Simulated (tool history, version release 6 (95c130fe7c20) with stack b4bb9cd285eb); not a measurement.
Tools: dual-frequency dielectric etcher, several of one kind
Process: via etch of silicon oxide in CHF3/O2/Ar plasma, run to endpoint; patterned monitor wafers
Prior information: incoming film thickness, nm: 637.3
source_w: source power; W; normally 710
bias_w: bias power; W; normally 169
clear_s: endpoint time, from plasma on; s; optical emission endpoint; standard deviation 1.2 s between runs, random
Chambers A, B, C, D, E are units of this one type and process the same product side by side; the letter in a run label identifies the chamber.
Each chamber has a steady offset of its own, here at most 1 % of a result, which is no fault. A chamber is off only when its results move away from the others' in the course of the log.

run,hour,source_w,bias_w,clear_s
1E,4.6,710,169,312.42
2D,8.7,710,169,308.99
3A,13.3,710,169,308.77
4C,18.1,710,169,312.39
5B,21.3,710,169,305.26
6E,24.4,710,169,309.02
7D,28.6,710,169,311.81
8C,32.8,710,169,309.64
9A,36.4,710,169,309.59
10B,42.1,710,169,307.5
11D,48,710,169,313.57
12B,53.4,710,169,306.56
13C,58.7,710,169,310.67
14A,65.1,710,148,319.32
15E,70.5,710,148,323.33
16C,74.4,710,148,324.27
17A,80.7,710,148,322.44
18B,87,710,148,322.66
# hour 90.1: chamber D: wet clean of the chamber
19E,90.2,820,130,317.43
20D,93.3,820,130,307.39
21E,97.7,820,130,318.53
22B,102.9,820,130,313.91
23D,106.8,820,130,305.26
24C,112.7,710,169,308.18
25A,117.7,710,169,310.72
26D,121.5,710,169,297.77
# hour 124.4: chamber B: wet clean of the chamber
27C,125.8,710,169,310.72
28E,129.1,640,169,323.64
# hour 131.5: chamber A: wet clean of the chamber
29B,132.6,640,169,317.94
30A,135.5,640,169,322.3
# hour 135.7: chamber E: wet clean of the chamber
31E,138.5,640,169,320.44
32C,143.5,640,169,324.11
33A,146.8,710,169,306.8
34B,150.7,710,169,306.26

Next, all 5 chambers run the settings below, one line each with question marks for the results. What does each chamber give?
35A,155.3,710,190,?
35B,155.3,710,190,?
35C,155.3,710,190,?
35D,155.3,710,190,?
35E,155.3,710,190,?

run,clear_s
35A,298.83
35B,294.79
35C,299.01
35D,286.05
35E,298.44

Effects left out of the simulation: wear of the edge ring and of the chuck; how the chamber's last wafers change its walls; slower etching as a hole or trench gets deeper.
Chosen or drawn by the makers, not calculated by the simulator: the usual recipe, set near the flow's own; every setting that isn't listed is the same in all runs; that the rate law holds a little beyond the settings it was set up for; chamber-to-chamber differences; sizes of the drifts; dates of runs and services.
